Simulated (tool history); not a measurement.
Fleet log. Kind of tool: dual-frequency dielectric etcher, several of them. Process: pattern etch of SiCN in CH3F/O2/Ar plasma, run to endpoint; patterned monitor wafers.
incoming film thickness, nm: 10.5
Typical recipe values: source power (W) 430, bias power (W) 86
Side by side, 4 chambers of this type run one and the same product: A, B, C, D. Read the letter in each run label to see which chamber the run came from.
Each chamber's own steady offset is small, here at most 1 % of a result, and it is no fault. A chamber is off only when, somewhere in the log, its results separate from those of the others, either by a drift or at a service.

run   hour  source power (W)  bias power (W)  hours since the last wet clean  hours since the last source power generator calibration  hours since the last bias power generator calibration  endpoint time (s)
 1B    6.0               430              86                           343.6                                                   1900.1                                                  627.0             25.592
 2A   10.5               430              86                            41.9                                                   2025.5                                                 3993.5             25.503
 3D   15.0               430              86                           219.6                                                    733.7                                                  627.9             25.323
 4C   20.7               430              86                           337.7                                                   1292.1                                                  876.8             25.403
 5C   26.5               430              86                           343.5                                                   1297.9                                                  882.6             25.516
      27.5  -- chamber A: source power generator calibrated
 6B   33.6               430              86                           371.2                                                   1927.7                                                  654.6             25.438
 7A   41.9               430              86                            73.3                                                     14.4                                                 4024.9             25.468
 8D   50.0               430              86                           254.6                                                    768.7                                                  662.9             25.596
 9C   59.4               430              86                           376.4                                                   1330.8                                                  915.5             25.173
10A   68.7               430              86                           100.1                                                     41.2                                                 4051.7             25.359
      77.5  -- chamber A: bias power generator calibrated
11B   78.1               500              97                           415.7                                                   1972.2                                                  699.1             22.993
12D   86.0               500              97                           290.6                                                    804.7                                                  698.9             22.905
      88.8  -- chamber C: wet clean of the chamber
13D   93.3               500              97                           297.9                                                    812.0                                                  706.2             22.926
14C  102.1               500              97                            13.4                                                   1373.5                                                  958.2             22.190
15B  111.3               430             107                           448.9                                                   2005.4                                                  732.3             23.598
16A  119.4               430             107                           150.8                                                     91.9                                                   41.9             23.473
17A  128.8               430             107                           160.2                                                    101.3                                                   51.3             23.392
18B  134.7               430             107                           472.3                                                   2028.8                                                  755.7             23.412
19C  143.6               430              86                            54.9                                                   1415.0                                                  999.7             24.400
20D  152.9               430              86                           357.5                                                    871.6                                                  765.8             25.560
21C  158.0               510              71                            69.3                                                   1429.4                                                 1014.1             24.589
22A  163.5               510              71                           194.9                                                    136.0                                                   86.0             25.696
     168.5  -- chamber B: wet clean of the chamber
23D  170.1               510              71                           374.7                                                    888.8                                                  783.0             25.648
24B  177.2               510              71                             8.8                                                   2071.3                                                  798.2             25.480
25D  184.9               430              86                           389.5                                                    903.6                                                  797.8             25.527
26C  194.8               430              86                           106.1                                                   1466.2                                                 1050.9             24.351
27B  202.6               430              86                            34.2                                                   2096.7                                                  823.6             25.597
28A  211.3               430              86                           242.7                                                    183.8                                                  133.8             25.598
29B  218.5               430              86                            50.1                                                   2112.6                                                  839.5             25.313
30D  223.2               430              86                           427.8                                                    941.9                                                  836.1             25.366
31C  231.5               430              86                           142.8                                                   1502.9                                                 1087.6             24.275
32A  236.2               430              86                           267.6                                                    208.7                                                  158.7             25.535
33B  243.6               430              86                            75.2                                                   2137.7                                                  864.6             25.383
34D  248.3               390              86                           452.9                                                    967.0                                                  861.2             26.615
35C  256.6               390              86                           167.9                                                   1528.0                                                 1112.7             25.280
36A  266.0               390              86                           297.4                                                    238.5                                                  188.5             26.638
37C  273.9               390              86                           185.2                                                   1545.3                                                 1130.0             25.448

Next, all 4 chambers run the settings below, one line each with question marks for the results. What does each chamber give?
38A  281.2               430              93                                                                                                                                                                  ?
38B  281.2               430              93                                                                                                                                                                  ?
38C  281.2               430              93                                                                                                                                                                  ?
38D  281.2               430              93                                                                                                                                                                  ?

run  endpoint time (s)
38A             24.788
38B             24.716
38C             23.637
38D             24.765
